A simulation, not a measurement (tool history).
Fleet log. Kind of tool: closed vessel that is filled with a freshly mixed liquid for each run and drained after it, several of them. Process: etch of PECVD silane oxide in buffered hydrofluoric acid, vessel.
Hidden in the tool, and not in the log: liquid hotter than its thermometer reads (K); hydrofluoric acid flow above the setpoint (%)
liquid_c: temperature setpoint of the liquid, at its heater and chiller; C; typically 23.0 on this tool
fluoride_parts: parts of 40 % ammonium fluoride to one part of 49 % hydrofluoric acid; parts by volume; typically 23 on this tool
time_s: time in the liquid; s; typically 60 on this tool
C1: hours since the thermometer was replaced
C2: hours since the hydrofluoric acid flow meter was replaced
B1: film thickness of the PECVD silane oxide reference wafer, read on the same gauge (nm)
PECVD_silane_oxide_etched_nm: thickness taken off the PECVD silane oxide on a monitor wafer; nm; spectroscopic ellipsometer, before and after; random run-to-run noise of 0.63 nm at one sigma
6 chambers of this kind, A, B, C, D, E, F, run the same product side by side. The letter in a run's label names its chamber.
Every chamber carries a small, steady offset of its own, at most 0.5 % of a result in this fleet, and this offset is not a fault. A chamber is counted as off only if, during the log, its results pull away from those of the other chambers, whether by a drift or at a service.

run 1B day=0.296 | liquid_c=23.0 fluoride_parts=23 time_s=60 | C1=374.7 C2=1378.5 | B1=139.98 | PECVD_silane_oxide_etched_nm=75.721
run 2A day=0.500 | liquid_c=23.0 fluoride_parts=23 time_s=60 | C1=397.2 C2=1820.8 | B1=140.01 | PECVD_silane_oxide_etched_nm=76.511
run 3C day=0.762 | liquid_c=23.0 fluoride_parts=23 time_s=60 | C1=207.9 C2=207.8 | B1=139.98 | PECVD_silane_oxide_etched_nm=76.817
run 4E day=1.133 | liquid_c=23.0 fluoride_parts=23 time_s=60 | C1=1703.6 C2=841.1 | B1=139.99 | PECVD_silane_oxide_etched_nm=76.021
run 5D day=1.354 | liquid_c=23.0 fluoride_parts=23 time_s=60 | C1=792.1 C2=189.5 | B1=139.98 | PECVD_silane_oxide_etched_nm=77.190
run 6F day=1.558 | liquid_c=23.0 fluoride_parts=23 time_s=60 | C1=2238.3 C2=840.8 | B1=140.00 | PECVD_silane_oxide_etched_nm=76.720
run 7C day=1.946 | liquid_c=23.0 fluoride_parts=23 time_s=60 | C1=236.3 C2=236.2 | B1=140.00 | PECVD_silane_oxide_etched_nm=77.063
run 8A day=2.225 | liquid_c=23.0 fluoride_parts=23 time_s=60 | C1=438.6 C2=1862.2 | B1=140.00 | PECVD_silane_oxide_etched_nm=77.272
run 9B day=2.404 | liquid_c=23.0 fluoride_parts=23 time_s=60 | C1=425.3 C2=1429.1 | B1=139.99 | PECVD_silane_oxide_etched_nm=76.212
run 10E day=2.633 | liquid_c=23.0 fluoride_parts=23 time_s=60 | C1=1739.6 C2=877.1 | B1=140.00 | PECVD_silane_oxide_etched_nm=76.715
run 11D day=2.829 | liquid_c=23.0 fluoride_parts=23 time_s=60 | C1=827.5 C2=224.9 | B1=140.00 | PECVD_silane_oxide_etched_nm=75.918
run 12F day=3.229 | liquid_c=23.0 fluoride_parts=23 time_s=60 | C1=2278.4 C2=880.9 | B1=140.00 | PECVD_silane_oxide_etched_nm=77.709
run 13B day=3.454 | liquid_c=23.0 fluoride_parts=23 time_s=60 | C1=450.5 C2=1454.3 | B1=140.00 | PECVD_silane_oxide_etched_nm=75.318
run 14C day=3.750 | liquid_c=23.0 fluoride_parts=23 time_s=60 | C1=279.6 C2=279.5 | B1=139.99 | PECVD_silane_oxide_etched_nm=75.293
run 15F day=3.946 | liquid_c=23.0 fluoride_parts=23 time_s=60 | C1=2295.6 C2=898.1 | B1=139.99 | PECVD_silane_oxide_etched_nm=76.636
run 16D day=4.192 | liquid_c=23.0 fluoride_parts=30 time_s=30 | C1=860.2 C2=257.6 | B1=139.99 | PECVD_silane_oxide_etched_nm=32.120
run 17E day=4.567 | liquid_c=23.0 fluoride_parts=30 time_s=30 | C1=1786.0 C2=923.5 | B1=139.99 | PECVD_silane_oxide_etched_nm=31.648
run 18A day=4.958 | liquid_c=23.0 fluoride_parts=30 time_s=30 | C1=504.2 C2=1927.8 | B1=140.01 | PECVD_silane_oxide_etched_nm=31.740
-- day=5.071 chamber A: hydrofluoric acid flow meter replaced
run 19F day=5.358 | liquid_c=23.0 fluoride_parts=30 time_s=30 | C1=2329.5 C2=932.0 | B1=139.99 | PECVD_silane_oxide_etched_nm=32.500
run 20D day=5.650 | liquid_c=23.0 fluoride_parts=30 time_s=30 | C1=895.2 C2=292.6 | B1=140.00 | PECVD_silane_oxide_etched_nm=32.148
run 21C day=6.054 | liquid_c=23.0 fluoride_parts=30 time_s=30 | C1=334.9 C2=334.8 | B1=140.01 | PECVD_silane_oxide_etched_nm=31.998
run 22E day=6.383 | liquid_c=23.0 fluoride_parts=23 time_s=60 | C1=1829.6 C2=967.1 | B1=140.01 | PECVD_silane_oxide_etched_nm=76.408
run 23B day=6.562 | liquid_c=23.0 fluoride_parts=23 time_s=60 | C1=525.1 C2=1528.9 | B1=140.01 | PECVD_silane_oxide_etched_nm=75.732
run 24A day=6.754 | liquid_c=23.0 fluoride_parts=23 time_s=60 | C1=547.3 C2=40.4 | B1=139.98 | PECVD_silane_oxide_etched_nm=76.078
run 25F day=7.158 | liquid_c=23.0 fluoride_parts=23 time_s=60 | C1=2372.7 C2=975.2 | B1=140.02 | PECVD_silane_oxide_etched_nm=77.707
run 26A day=7.346 | liquid_c=28.0 fluoride_parts=23 time_s=60 | C1=561.5 C2=54.6 | B1=140.01 | PECVD_silane_oxide_etched_nm=100.340
run 27E day=7.529 | liquid_c=28.0 fluoride_parts=23 time_s=60 | C1=1857.1 C2=994.6 | B1=140.00 | PECVD_silane_oxide_etched_nm=99.439
run 28D day=7.775 | liquid_c=28.0 fluoride_parts=23 time_s=60 | C1=946.2 C2=343.6 | B1=140.01 | PECVD_silane_oxide_etched_nm=98.846
run 29C day=8.004 | liquid_c=28.0 fluoride_parts=23 time_s=60 | C1=381.7 C2=381.6 | B1=140.01 | PECVD_silane_oxide_etched_nm=100.040
run 30B day=8.354 | liquid_c=28.0 fluoride_parts=23 time_s=60 | C1=568.1 C2=1571.9 | B1=139.99 | PECVD_silane_oxide_etched_nm=101.420
run 31E day=8.579 | liquid_c=28.0 fluoride_parts=23 time_s=60 | C1=1882.3 C2=1019.8 | B1=140.01 | PECVD_silane_oxide_etched_nm=99.545
run 32B day=8.896 | liquid_c=23.0 fluoride_parts=23 time_s=60 | C1=581.1 C2=1584.9 | B1=140.01 | PECVD_silane_oxide_etched_nm=76.917
run 33D day=9.267 | liquid_c=23.0 fluoride_parts=23 time_s=60 | C1=982.0 C2=379.4 | B1=140.01 | PECVD_silane_oxide_etched_nm=76.650
run 34A day=9.600 | liquid_c=23.0 fluoride_parts=23 time_s=60 | C1=615.6 C2=108.7 | B1=140.01 | PECVD_silane_oxide_etched_nm=75.589
run 35F day=9.800 | liquid_c=23.0 fluoride_parts=16 time_s=70 | C1=2436.1 C2=1038.6 | B1=139.98 | PECVD_silane_oxide_etched_nm=129.970
run 36C day=10.008 | liquid_c=23.0 fluoride_parts=16 time_s=70 | C1=429.8 C2=429.7 | B1=140.01 | PECVD_silane_oxide_etched_nm=122.500

Has any chamber moved away from the others, gradually or after a service, or does the common gauge drift, or do the chambers differ only by their own small steady offsets? State the chamber and the most likely cause if one applies.

One chamber, F, drifts off from the rest bit by bit.
Cause: hydrofluoric acid flow above the setpoint (%) = 7.57.
The log might look much the same if the cause were instead: liquid hotter than its thermometer reads (K).

Chamber F could run next with any of the 4 candidate recipes listed below; each alters the usual settings, and their results appear as question marks. Which one brings its results back in line with what the other chambers deliver on the usual settings?
Counts as in line when no further than this from what the other chambers average on the usual settings: PECVD_silane_oxide_etched_nm 2.200 nm
run 37F-1 day=10.300 | liquid_c=23.0 fluoride_parts=21.5 time_s=60 | PECVD_silane_oxide_etched_nm=?
run 37F-2 day=10.300 | liquid_c=22.5 fluoride_parts=23.5 time_s=60 | PECVD_silane_oxide_etched_nm=?
run 37F-3 day=10.300 | liquid_c=23.0 fluoride_parts=22.5 time_s=65 | PECVD_silane_oxide_etched_nm=?
run 37F-4 day=10.300 | liquid_c=22.0 fluoride_parts=24.5 time_s=60 | PECVD_silane_oxide_etched_nm=?

Usual-settings mean across the other chambers: PECVD_silane_oxide_etched_nm 76.472 nm
run=37F-1 PECVD_silane_oxide_etched_nm=83.748
run=37F-2 PECVD_silane_oxide_etched_nm=76.675
run=37F-3 PECVD_silane_oxide_etched_nm=87.959
run=37F-4 PECVD_silane_oxide_etched_nm=72.447
With 37F-2, the chamber falls back in line with the rest.
